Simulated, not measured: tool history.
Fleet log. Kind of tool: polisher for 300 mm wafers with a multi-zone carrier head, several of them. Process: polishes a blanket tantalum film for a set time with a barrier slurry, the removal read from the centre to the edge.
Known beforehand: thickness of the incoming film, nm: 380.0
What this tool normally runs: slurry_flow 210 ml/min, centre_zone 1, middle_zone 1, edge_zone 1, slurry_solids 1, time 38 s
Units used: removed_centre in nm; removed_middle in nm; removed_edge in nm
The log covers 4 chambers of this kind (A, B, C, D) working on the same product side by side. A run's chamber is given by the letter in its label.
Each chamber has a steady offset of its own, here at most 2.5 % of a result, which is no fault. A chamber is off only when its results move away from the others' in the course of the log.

-- hour=0.8 chamber D: worn pad replaced by a new one
run 1A hour=6.8 | slurry_flow=210 centre_zone=1 middle_zone=1 edge_zone=1 slurry_solids=1 time=38 | removed_centre=72.867 removed_middle=79.170 removed_edge=77.640
-- hour=11.2 chamber A: slurry nozzle cleaned
run 2B hour=16.0 | slurry_flow=210 centre_zone=1 middle_zone=1 edge_zone=1 slurry_solids=1 time=38 | removed_centre=75.407 removed_middle=76.586 removed_edge=76.741
-- hour=20.9 chamber C: edge zone pressure recalibrated
run 3D hour=21.6 | slurry_flow=210 centre_zone=1 middle_zone=1 edge_zone=1 slurry_solids=1 time=38 | removed_centre=78.234 removed_middle=75.304 removed_edge=76.901
-- hour=30.3 chamber B: worn pad replaced by a new one
run 4C hour=30.6 | slurry_flow=210 centre_zone=1 middle_zone=1 edge_zone=1 slurry_solids=1 time=38 | removed_centre=78.095 removed_middle=76.365 removed_edge=78.248
run 5B hour=42.7 | slurry_flow=210 centre_zone=1 middle_zone=1 edge_zone=1 slurry_solids=1 time=38 | removed_centre=76.874 removed_middle=78.047 removed_edge=77.782
-- hour=43.0 chamber C: worn pad replaced by a new one
run 6D hour=52.6 | slurry_flow=210 centre_zone=1 middle_zone=1 edge_zone=1 slurry_solids=1 time=38 | removed_centre=78.226 removed_middle=77.793 removed_edge=77.307
run 7A hour=62.2 | slurry_flow=210 centre_zone=1 middle_zone=1 edge_zone=1 slurry_solids=1 time=38 | removed_centre=75.130 removed_middle=77.974 removed_edge=78.282
run 8C hour=71.0 | slurry_flow=210 centre_zone=1 middle_zone=1 edge_zone=1 slurry_solids=1 time=38 | removed_centre=77.095 removed_middle=77.301 removed_edge=76.316
-- hour=79.7 chamber B: slurry nozzle cleaned
run 9A hour=83.3 | slurry_flow=210 centre_zone=1 middle_zone=1 edge_zone=1 slurry_solids=1 time=38 | removed_centre=75.999 removed_middle=79.905 removed_edge=77.029
-- hour=84.8 chamber B: worn pad replaced by a new one
-- hour=90.6 chamber A: centre zone pressure recalibrated
run 10D hour=91.1 | slurry_flow=210 centre_zone=1 middle_zone=1 edge_zone=1 slurry_solids=1 time=38 | removed_centre=78.515 removed_middle=78.529 removed_edge=77.226
-- hour=92.2 chamber A: worn pad replaced by a new one
-- hour=100.3 chamber D: worn pad replaced by a new one
run 11B hour=102.5 | slurry_flow=210 centre_zone=1 middle_zone=1 edge_zone=1 slurry_solids=1 time=38 | removed_centre=78.127 removed_middle=76.150 removed_edge=77.068
run 12C hour=112.8 | slurry_flow=210 centre_zone=1 middle_zone=1 edge_zone=1 slurry_solids=1 time=38 | removed_centre=75.906 removed_middle=77.224 removed_edge=76.387
-- hour=117.3 chamber C: worn pad replaced by a new one
run 13D hour=121.9 | slurry_flow=255 centre_zone=1 middle_zone=1 edge_zone=1 slurry_solids=1 time=38 | removed_centre=82.743 removed_middle=78.786 removed_edge=77.717
run 14B hour=133.6 | slurry_flow=255 centre_zone=1 middle_zone=1 edge_zone=1 slurry_solids=1 time=38 | removed_centre=79.486 removed_middle=78.777 removed_edge=77.647
run 15C hour=140.3 | slurry_flow=255 centre_zone=1 middle_zone=1 edge_zone=1 slurry_solids=1 time=38 | removed_centre=80.293 removed_middle=80.377 removed_edge=77.623
-- hour=141.6 chamber B: worn pad replaced by a new one
-- hour=144.1 chamber B: edge zone pressure recalibrated
run 16A hour=149.9 | slurry_flow=255 centre_zone=1 middle_zone=1 edge_zone=1 slurry_solids=1 time=38 | removed_centre=79.512 removed_middle=80.119 removed_edge=78.000
-- hour=155.4 chamber B: centre zone pressure recalibrated
run 17D hour=159.6 | slurry_flow=210 centre_zone=1 middle_zone=1 edge_zone=1 slurry_solids=1 time=38 | removed_centre=82.657 removed_middle=77.259 removed_edge=76.069
run 18A hour=165.6 | slurry_flow=210 centre_zone=1 middle_zone=1 edge_zone=1 slurry_solids=1 time=38 | removed_centre=74.846 removed_middle=78.313 removed_edge=77.508
run 19C hour=177.0 | slurry_flow=210 centre_zone=1 middle_zone=1 edge_zone=1 slurry_solids=1 time=38 | removed_centre=76.466 removed_middle=77.254 removed_edge=77.129
-- hour=184.6 chamber C: worn pad replaced by a new one
run 20B hour=188.0 | slurry_flow=210 centre_zone=1 middle_zone=1 edge_zone=1 slurry_solids=1 time=38 | removed_centre=77.225 removed_middle=78.056 removed_edge=78.976
run 21C hour=193.3 | slurry_flow=210 centre_zone=1 middle_zone=1 edge_zone=1 slurry_solids=1 time=38 | removed_centre=77.676 removed_middle=77.782 removed_edge=75.761
-- hour=194.2 chamber B: worn pad replaced by a new one
-- hour=195.3 chamber D: worn pad replaced by a new one
-- hour=195.4 chamber C: slurry nozzle cleaned
run 22A hour=200.0 | slurry_flow=210 centre_zone=1 middle_zone=1 edge_zone=1 slurry_solids=1 time=38 | removed_centre=77.340 removed_middle=78.034 removed_edge=77.667
-- hour=200.4 chamber A: worn pad replaced by a new one
run 23D hour=207.3 | slurry_flow=210 centre_zone=1 middle_zone=1 edge_zone=1 slurry_solids=1 time=50 | removed_centre=110.170 removed_middle=102.240 removed_edge=100.980
run 24B hour=217.9 | slurry_flow=210 centre_zone=1 middle_zone=1 edge_zone=1 slurry_solids=1 time=50 | removed_centre=100.120 removed_middle=101.030 removed_edge=101.920
run 25C hour=227.9 | slurry_flow=210 centre_zone=1 middle_zone=1 edge_zone=1 slurry_solids=1 time=50 | removed_centre=101.280 removed_middle=102.060 removed_edge=103.590
run 26A hour=238.8 | slurry_flow=210 centre_zone=1 middle_zone=1 edge_zone=1 slurry_solids=1 time=50 | removed_centre=99.562 removed_middle=103.460 removed_edge=103.000
-- hour=245.1 chamber C: worn pad replaced by a new one
run 27B hour=248.4 | slurry_flow=210 centre_zone=1 middle_zone=1 edge_zone=1 slurry_solids=1 time=38 | removed_centre=77.616 removed_middle=77.590 removed_edge=78.276
run 28D hour=258.3 | slurry_flow=210 centre_zone=1 middle_zone=1 edge_zone=1 slurry_solids=1 time=38 | removed_centre=85.164 removed_middle=77.920 removed_edge=77.253
-- hour=260.6 chamber B: worn pad replaced by a new one
run 29D hour=267.0 | slurry_flow=210 centre_zone=1 middle_zone=1 edge_zone=1 slurry_solids=1 time=38 | removed_centre=85.713 removed_middle=75.746 removed_edge=76.368
run 30A hour=276.1 | slurry_flow=210 centre_zone=1 middle_zone=1 edge_zone=1 slurry_solids=1 time=38 | removed_centre=73.616 removed_middle=77.768 removed_edge=77.387
-- hour=280.5 chamber B: slurry nozzle cleaned
run 31B hour=282.2 | slurry_flow=210 centre_zone=1 middle_zone=1 edge_zone=1 slurry_solids=1 time=38 | removed_centre=75.878 removed_middle=76.316 removed_edge=76.284
run 32C hour=288.8 | slurry_flow=210 centre_zone=1 middle_zone=1 edge_zone=1 slurry_solids=1 time=38 | removed_centre=77.332 removed_middle=76.046 removed_edge=77.325
run 33C hour=296.4 | slurry_flow=210 centre_zone=1 middle_zone=1 edge_zone=1 slurry_solids=1 time=38 | removed_centre=75.108 removed_middle=77.613 removed_edge=77.723

Has any chamber moved away from the others, gradually or after a service, or does the common gauge drift, or do the chambers differ only by their own small steady offsets? State the chamber and the most likely cause if one applies.

It is chamber D that slowly wanders off from its peers.
Most likely cause: centre zone's pressure above its setpoint, % = 10.6.

Here are 4 candidates for chamber D's next run, each the usual settings with a change, their results left as question marks. Which one brings its results back in line with what the others give on the usual settings?
In line means no further than this from the other chambers' mean on the usual settings: removed_centre 3.100 nm; removed_middle 3.300 nm; removed_edge 2.800 nm
run 34D-1 hour=305.2 | slurry_flow=205 centre_zone=0.96 middle_zone=1.01 edge_zone=1.01 slurry_solids=1 time=38 | removed_centre=? removed_middle=? removed_edge=?
run 34D-2 hour=305.2 | slurry_flow=220 centre_zone=1.10 middle_zone=0.98 edge_zone=0.96 slurry_solids=1 time=38 | removed_centre=? removed_middle=? removed_edge=?
run 34D-3 hour=305.2 | slurry_flow=215 centre_zone=1.04 middle_zone=0.99 edge_zone=0.99 slurry_solids=1 time=38 | removed_centre=? removed_middle=? removed_edge=?
run 34D-4 hour=305.2 | slurry_flow=200 centre_zone=0.91 middle_zone=1.02 edge_zone=1.03 slurry_solids=1 time=38 | removed_centre=? removed_middle=? removed_edge=?

The mean the other chambers reach with the usual settings: removed_centre 76.336 nm; removed_middle 77.196 nm; removed_edge 77.218 nm
run=34D-1 removed_centre=81.736 removed_middle=77.845 removed_edge=76.753
run=34D-2 removed_centre=95.540 removed_middle=76.420 removed_edge=75.318
run=34D-3 removed_centre=89.696 removed_middle=76.915 removed_edge=76.348
run=34D-4 removed_centre=76.866 removed_middle=78.289 removed_edge=77.340
The answer is 34D-4, which returns the chamber to within the allowed miss of the others.
